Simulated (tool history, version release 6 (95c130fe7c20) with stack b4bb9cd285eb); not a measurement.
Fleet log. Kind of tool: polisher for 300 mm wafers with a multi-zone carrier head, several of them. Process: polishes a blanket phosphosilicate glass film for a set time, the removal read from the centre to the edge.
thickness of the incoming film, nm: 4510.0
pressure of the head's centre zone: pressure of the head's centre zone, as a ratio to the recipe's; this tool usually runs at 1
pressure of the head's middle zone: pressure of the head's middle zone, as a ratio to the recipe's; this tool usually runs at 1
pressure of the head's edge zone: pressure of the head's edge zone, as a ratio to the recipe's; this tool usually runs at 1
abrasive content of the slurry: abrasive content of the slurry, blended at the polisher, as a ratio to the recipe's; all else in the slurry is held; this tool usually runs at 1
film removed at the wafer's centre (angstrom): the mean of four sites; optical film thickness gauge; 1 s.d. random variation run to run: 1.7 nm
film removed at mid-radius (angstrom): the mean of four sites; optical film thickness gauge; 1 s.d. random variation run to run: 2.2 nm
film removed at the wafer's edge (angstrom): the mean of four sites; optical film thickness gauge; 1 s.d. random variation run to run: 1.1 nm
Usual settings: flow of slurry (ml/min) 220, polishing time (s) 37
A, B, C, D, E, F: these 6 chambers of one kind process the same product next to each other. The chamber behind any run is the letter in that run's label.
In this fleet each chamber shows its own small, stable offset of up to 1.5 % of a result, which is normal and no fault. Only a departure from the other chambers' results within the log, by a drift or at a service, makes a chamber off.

run,hour,flow of slurry (ml/min),pressure of the head's centre zone,pressure of the head's middle zone,pressure of the head's edge zone,abrasive content of the slurry,polishing time (s),film removed at the wafer's centre (angstrom),film removed at mid-radius (angstrom),film removed at the wafer's edge (angstrom)
1D,3.9,220,1,1,1,1,37,1517.8,1550.3,1552.5
# hour 6.4: chamber C: worn pad replaced by a new one
2F,11.6,220,1,1,1,1,37,1538.2,1542.9,1512.9
3C,19,220,1,1,1,1,37,1529.3,1564.7,1561.8
4B,22.5,220,1,1,1,1,37,1542.3,1516.6,1527.9
# hour 22.8: chamber D: worn pad replaced by a new one
5A,27.5,220,1,1,1,1,37,1494.6,1506.9,1515.3
# hour 27.9: chamber B: worn pad replaced by a new one
6E,31.2,220,1,1,1,1,37,1549.5,1540.8,1520.7
# hour 36.6: chamber E: worn pad replaced by a new one
7F,38.5,285,1.07,1,1,1,37,1723,1612.3,1577.4
8A,46.5,285,1.07,1,1,1,37,1680.8,1570.2,1550.8
9E,53.9,285,1.07,1,1,1,37,1686,1623.4,1574.8
# hour 56.3: chamber C: worn pad replaced by a new one
10B,57.6,285,1.07,1,1,1,37,1728.8,1528.6,1550.4
11D,64.5,285,1.07,1,1,1,37,1660.3,1547.6,1560.1
# hour 67: chamber C: edge zone pressure recalibrated
# hour 67.5: chamber F: worn pad replaced by a new one
12C,69.7,285,1.07,1,1,1,37,1734.2,1586.1,1587.3
13F,76.7,220,1,1,1,1,37,1554.3,1512.9,1538.8
14D,80.3,220,0.92,1,1,1,37,1391.1,1581.5,1554
15C,84,220,0.92,1,1,1,37,1404.4,1559.1,1564.7
16E,90.7,220,0.92,1,1,1,37,1390.9,1526.4,1525.1
# hour 94.8: chamber B: worn pad replaced by a new one
17A,97.3,220,0.92,1,1,1,37,1399.6,1531.5,1531.2
# hour 98.9: chamber A: worn pad replaced by a new one
18B,104.2,220,0.92,1,1,1,37,1421.8,1557.3,1551.2
# hour 106.9: chamber C: worn pad replaced by a new one
19C,110.6,220,0.92,1,1,1,37,1420.6,1545.4,1554.1
20A,117.7,220,1,1,1,1,37,1547.8,1555,1535
21D,125.3,220,1,1,1,1,37,1466.4,1550.6,1563.3
# hour 131.4: chamber D: worn pad replaced by a new one
# hour 132.2: chamber E: worn pad replaced by a new one
22F,132.4,220,1,1,1,1,37,1542.7,1527.4,1529.1
23B,139.5,220,1,1,1,1,37,1528.6,1542.5,1505.7
# hour 139.8: chamber F: worn pad replaced by a new one
24E,145.7,220,1,1,1,1,37,1524.2,1601.9,1528.5
# hour 151: chamber C: worn pad replaced by a new one
25B,153.6,220,1,1,1,1,37,1512.6,1532.4,1511.9
26A,158.7,220,1,1,1,1,37,1550.8,1533.1,1512.2
# hour 163.3: chamber B: worn pad replaced by a new one
27E,165.4,220,1,1,1,1,37,1478.6,1539,1537.9
28C,170.8,220,1,1,1,1,37,1559.6,1569.3,1561.1
29D,175.2,220,1,1,1,1,37,1507.6,1539,1540.7
30F,181.3,220,1,1,1,1,37,1567.8,1558.6,1545.7
# hour 185.7: chamber B: edge zone pressure recalibrated
31B,187.5,220,1,1,1,1,37,1556.8,1575.4,1523.2
32A,191.2,220,1,1,1,1,37,1544,1523.3,1524.5
# hour 193.1: chamber C: worn pad replaced by a new one
33E,198.7,220,1,1,1,1,37,1458.1,1555.2,1541.9
# hour 203.8: chamber E: worn pad replaced by a new one
34C,204.6,220,1,1,1,1,37,1540.2,1560.2,1538.1
35F,209.3,220,1,1,0.94,0.75,37,1330.3,1325.4,1280.9
36D,216.8,220,1,1,0.94,0.75,37,1323.3,1364.5,1292.7
# hour 217.4: chamber D: worn pad replaced by a new one
37D,222,220,1,1,0.94,0.75,37,1329.6,1325.8,1294.9
# hour 226.1: chamber F: worn pad replaced by a new one
38E,227.5,220,1,1,0.94,0.75,37,1269.5,1357.9,1294.1
# hour 231.4: chamber B: worn pad replaced by a new one
39C,233.1,220,1,1,0.94,0.75,37,1359.2,1341.4,1304
40B,236.8,220,1,1,0.94,0.75,37,1362.3,1357.6,1302.8
41F,240.4,245,1,1,1,1,37,1556.4,1549.3,1563.3

Which is it: a chamber that has drifted or been left off by a service, a gauge drift common to all chambers, or only each chamber's usual small offset? If a chamber is off, name it and its likeliest cause.

One chamber, E, drifts off from the rest bit by bit.
What lies behind it: centre zone's pressure below its setpoint, % = 6.63.

Below are 4 candidate recipes for chamber E's next run, each the usual settings with a change, their results shown as question marks. Which of them brings E's results back in line with what the other chambers give on the usual settings?
Allowed miss from the other chambers' usual-settings mean, per result, to count as in line: film removed at the wafer's centre (angstrom) 60; film removed at mid-radius (angstrom) 76; film removed at the wafer's edge (angstrom) 39
42E-1,246.1,215,0.94,1.02,1.01,1,37,?,?,?
42E-2,246.1,215,0.88,1.04,1.03,1,37,?,?,?
42E-3,246.1,225,1.12,0.96,0.97,1,37,?,?,?
42E-4,246.1,225,1.06,0.98,0.99,1,37,?,?,?

Mean of the other chambers on the usual settings: film removed at the wafer's centre (angstrom) 1533.1; film removed at mid-radius (angstrom) 1532.1; film removed at the wafer's edge (angstrom) 1531.8
run,film removed at the wafer's centre (angstrom),film removed at mid-radius (angstrom),film removed at the wafer's edge (angstrom)
42E-1,1353.9,1582,1545.4
42E-2,1259.5,1610.6,1561.1
42E-3,1648.1,1505.4,1521.1
42E-4,1553.1,1534.1,1537
42E-4 puts the chamber back in line with the other chambers.

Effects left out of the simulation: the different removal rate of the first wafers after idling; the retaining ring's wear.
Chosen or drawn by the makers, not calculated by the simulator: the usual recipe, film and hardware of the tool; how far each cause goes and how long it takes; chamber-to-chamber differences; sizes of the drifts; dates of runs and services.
